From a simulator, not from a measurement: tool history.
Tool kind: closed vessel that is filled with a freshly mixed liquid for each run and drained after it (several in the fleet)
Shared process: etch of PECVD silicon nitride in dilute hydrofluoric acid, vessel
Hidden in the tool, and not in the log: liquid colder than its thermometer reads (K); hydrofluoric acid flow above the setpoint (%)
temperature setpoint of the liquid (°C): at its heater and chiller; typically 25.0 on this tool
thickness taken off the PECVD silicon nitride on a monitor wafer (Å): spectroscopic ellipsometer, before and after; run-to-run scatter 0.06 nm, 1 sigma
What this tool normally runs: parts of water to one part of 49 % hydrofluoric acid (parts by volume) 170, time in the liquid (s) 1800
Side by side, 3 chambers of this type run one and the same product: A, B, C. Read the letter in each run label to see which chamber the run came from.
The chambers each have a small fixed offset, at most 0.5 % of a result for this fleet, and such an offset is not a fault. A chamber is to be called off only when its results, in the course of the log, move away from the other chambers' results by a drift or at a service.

run,hour,temperature setpoint of the liquid (°C),parts of water to one part of 49 % hydrofluoric acid (parts by volume),time in the liquid (s),hours since the thermometer was replaced,hours since the hydrofluoric acid flow meter was replaced,"read-back film thickness of the PECVD silicon nitride reference wafer, read on the same gauge (nm)",thickness taken off the PECVD silicon nitride on a monitor wafer (Å)
1C,8.5,25.0,170,1800,286.8,627.3,150.01,192.79
2B,18.4,25.0,170,1800,771.7,212.2,150.01,193.38
3A,27.6,25.0,170,1800,2194.1,874.8,149.99,193.43
4B,34.4,25.0,170,1800,787.7,228.2,149.98,193.15
5C,39.8,25.0,235,1800,318.1,658.6,149.98,140.30
6A,48.8,25.0,235,1800,2215.3,896.0,150.03,139.26
7C,54.8,25.0,235,1800,333.1,673.6,150.01,139.61
8A,61.1,25.0,170,1800,2227.6,908.3,150.00,193.67
9B,66.9,22.0,170,1800,820.2,260.7,149.99,161.20
10C,71.4,22.0,170,1800,349.7,690.2,150.03,159.70
11B,81.0,22.0,170,1800,834.3,274.8,150.00,160.13
12A,87.7,25.0,170,1800,2254.2,934.9,150.01,193.52
13A,97.7,25.0,170,1800,2264.2,944.9,149.99,193.97
14C,108.0,25.0,170,1800,386.3,726.8,149.99,193.06
15B,118.1,25.0,170,1800,871.4,311.9,149.94,193.62
16C,126.8,29.0,170,770,405.1,745.6,150.01,105.37
17B,132.1,29.0,170,770,885.4,325.9,150.02,106.27
18A,138.7,29.0,170,770,2305.2,985.9,150.02,105.65
19B,146.5,25.0,170,1800,899.8,340.3,149.99,194.38
20C,151.5,25.0,170,1800,429.8,770.3,149.99,194.95
21A,157.8,25.0,170,1800,2324.3,1005.0,150.00,194.76
22B,167.7,25.0,170,1800,921.0,361.5,150.04,194.94
23A,172.3,25.0,170,2820,2338.8,1019.5,150.03,301.69
24C,179.3,25.0,170,2820,457.6,798.1,149.99,305.55
25C,186.2,25.0,170,2820,464.5,805.0,149.99,306.05
26B,190.9,23.5,170,1800,944.2,384.7,149.97,175.65
27A,199.8,23.5,170,1800,2366.3,1047.0,150.03,176.42
# hour 207.6: chamber A: thermometer replaced
28A,207.7,23.5,170,1800,0.1,1054.9,150.03,176.88
29B,213.8,25.0,170,1800,967.1,407.6,149.99,193.13
30C,220.9,25.0,170,1800,499.2,839.7,149.99,195.20
31B,225.3,25.0,170,1800,978.6,419.1,149.98,193.82
32A,235.1,25.0,170,1800,27.5,1082.3,149.97,194.20
33C,241.3,25.0,170,1800,519.6,860.1,150.03,197.54
34A,249.8,25.0,170,1800,42.2,1097.0,149.99,192.76
35C,259.3,25.0,170,1800,537.6,878.1,149.99,197.08
36B,268.2,25.0,170,1800,1021.5,462.0,149.97,194.04
37A,273.5,25.0,170,1800,65.9,1120.7,150.00,194.41
38C,283.0,25.0,170,1800,561.3,901.8,149.95,198.91
39B,292.4,25.0,170,1800,1045.7,486.2,149.99,192.96
40C,302.6,25.0,170,1800,580.9,921.4,150.04,198.44
41A,311.3,25.0,170,1800,103.7,1158.5,149.99,192.83
42B,317.0,25.0,170,1800,1070.3,510.8,149.99,194.13
43B,327.0,25.0,170,1800,1080.3,520.8,150.02,193.14

Next, every chamber runs the same settings. What will each give?
44A,334.3,25.0,170,1800,,,,?
44B,334.3,25.0,170,1800,,,,?
44C,334.3,25.0,170,1800,,,,?

run,thickness taken off the PECVD silicon nitride on a monitor wafer (Å)
44A,194.97
44B,193.90
44C,199.73

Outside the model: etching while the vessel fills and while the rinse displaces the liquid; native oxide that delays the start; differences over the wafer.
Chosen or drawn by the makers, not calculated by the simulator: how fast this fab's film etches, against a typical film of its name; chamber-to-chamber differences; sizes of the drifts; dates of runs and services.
